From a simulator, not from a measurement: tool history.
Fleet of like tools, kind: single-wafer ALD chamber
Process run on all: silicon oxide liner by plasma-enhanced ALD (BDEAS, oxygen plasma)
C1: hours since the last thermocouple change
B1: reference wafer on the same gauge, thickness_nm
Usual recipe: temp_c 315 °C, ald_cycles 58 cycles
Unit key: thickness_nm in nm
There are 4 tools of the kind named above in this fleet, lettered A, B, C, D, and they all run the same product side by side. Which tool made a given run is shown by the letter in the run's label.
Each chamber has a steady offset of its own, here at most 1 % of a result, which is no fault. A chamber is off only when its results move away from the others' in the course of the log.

{"run": "1B", "hour": 5.5, "temp_c": 315, "ald_cycles": 58, "C1": 52.7, "B1": 4.4585, "thickness_nm": 5.319}
{"run": "2A", "hour": 12.7, "temp_c": 315, "ald_cycles": 58, "C1": 704.4, "B1": 4.4573, "thickness_nm": 5.2701}
{"run": "3C", "hour": 17.7, "temp_c": 315, "ald_cycles": 58, "C1": 1459.5, "B1": 4.4567, "thickness_nm": 5.2452}
{"run": "4D", "hour": 22.3, "temp_c": 315, "ald_cycles": 58, "C1": 363.7, "B1": 4.4555, "thickness_nm": 5.3155}
{"run": "5C", "hour": 27.0, "temp_c": 315, "ald_cycles": 58, "C1": 1468.8, "B1": 4.4564, "thickness_nm": 5.2293}
{"run": "6D", "hour": 34.4, "temp_c": 315, "ald_cycles": 58, "C1": 375.8, "B1": 4.456, "thickness_nm": 5.3114}
{"run": "7B", "hour": 42.0, "temp_c": 315, "ald_cycles": 58, "C1": 89.2, "B1": 4.4552, "thickness_nm": 5.3162}
{"run": "8A", "hour": 48.3, "temp_c": 315, "ald_cycles": 58, "C1": 740, "B1": 4.4521, "thickness_nm": 5.2701}
{"run": "9A", "hour": 55.7, "temp_c": 315, "ald_cycles": 58, "C1": 747.4, "B1": 4.4501, "thickness_nm": 5.2691}
{"run": "10C", "hour": 62.7, "temp_c": 315, "ald_cycles": 58, "C1": 1504.5, "B1": 4.4518, "thickness_nm": 5.2372}
{"run": "11D", "hour": 67.1, "temp_c": 315, "ald_cycles": 58, "C1": 408.5, "B1": 4.4502, "thickness_nm": 5.3058}
{"run": "12B", "hour": 73.7, "temp_c": 315, "ald_cycles": 58, "C1": 120.9, "B1": 4.4493, "thickness_nm": 5.3098}
{"run": "13A", "hour": 77.5, "temp_c": 315, "ald_cycles": 58, "C1": 769.2, "B1": 4.4485, "thickness_nm": 5.2682}
{"run": "14B", "hour": 84.5, "temp_c": 315, "ald_cycles": 58, "C1": 131.7, "B1": 4.4484, "thickness_nm": 5.2953}
{"run": "15C", "hour": 88.6, "temp_c": 315, "ald_cycles": 58, "C1": 1530.4, "B1": 4.4462, "thickness_nm": 5.2238}
{"run": "16D", "hour": 93.9, "temp_c": 315, "ald_cycles": 58, "C1": 435.3, "B1": 4.4465, "thickness_nm": 5.3074}
{"run": "17A", "hour": 101.2, "temp_c": 315, "ald_cycles": 58, "C1": 792.9, "B1": 4.4463, "thickness_nm": 5.2646}
{"run": "18D", "hour": 105.7, "temp_c": 321, "ald_cycles": 49, "C1": 447.1, "B1": 4.4455, "thickness_nm": 4.4382}
{"run": "19C", "hour": 112.5, "temp_c": 321, "ald_cycles": 49, "C1": 1554.3, "B1": 4.4446, "thickness_nm": 4.3722}
{"run": "20B", "hour": 116.8, "temp_c": 321, "ald_cycles": 49, "C1": 164, "B1": 4.4431, "thickness_nm": 4.4318}
{"run": "21A", "hour": 124.2, "temp_c": 321, "ald_cycles": 49, "C1": 815.9, "B1": 4.4418, "thickness_nm": 4.4122}
{"run": "22B", "hour": 132.0, "temp_c": 304, "ald_cycles": 68, "C1": 179.2, "B1": 4.4431, "thickness_nm": 6.3093}
{"run": "23D", "hour": 137.8, "temp_c": 304, "ald_cycles": 68, "C1": 479.2, "B1": 4.4417, "thickness_nm": 6.3128}
{"run": "24C", "hour": 142.4, "temp_c": 304, "ald_cycles": 68, "C1": 1584.2, "B1": 4.4407, "thickness_nm": 6.2013}
{"run": "25B", "hour": 149.6, "temp_c": 304, "ald_cycles": 68, "C1": 196.8, "B1": 4.437, "thickness_nm": 6.2958}
{"run": "26C", "hour": 157.3, "temp_c": 310, "ald_cycles": 58, "C1": 1599.1, "B1": 4.4395, "thickness_nm": 5.2568}
{"run": "27D", "hour": 164.3, "temp_c": 310, "ald_cycles": 58, "C1": 505.7, "B1": 4.4373, "thickness_nm": 5.3372}

All chambers now run identical settings, listed one chamber a line with results as question marks. What results will each chamber show?
{"run": "28A", "hour": 170.2, "temp_c": 315, "ald_cycles": 58, "thickness_nm": "?"}
{"run": "28B", "hour": 170.2, "temp_c": 315, "ald_cycles": 58, "thickness_nm": "?"}
{"run": "28C", "hour": 170.2, "temp_c": 315, "ald_cycles": 58, "thickness_nm": "?"}
{"run": "28D", "hour": 170.2, "temp_c": 315, "ald_cycles": 58, "thickness_nm": "?"}

run=28A thickness_nm=5.2453
run=28B thickness_nm=5.2852
run=28C thickness_nm=5.206
run=28D thickness_nm=5.2974

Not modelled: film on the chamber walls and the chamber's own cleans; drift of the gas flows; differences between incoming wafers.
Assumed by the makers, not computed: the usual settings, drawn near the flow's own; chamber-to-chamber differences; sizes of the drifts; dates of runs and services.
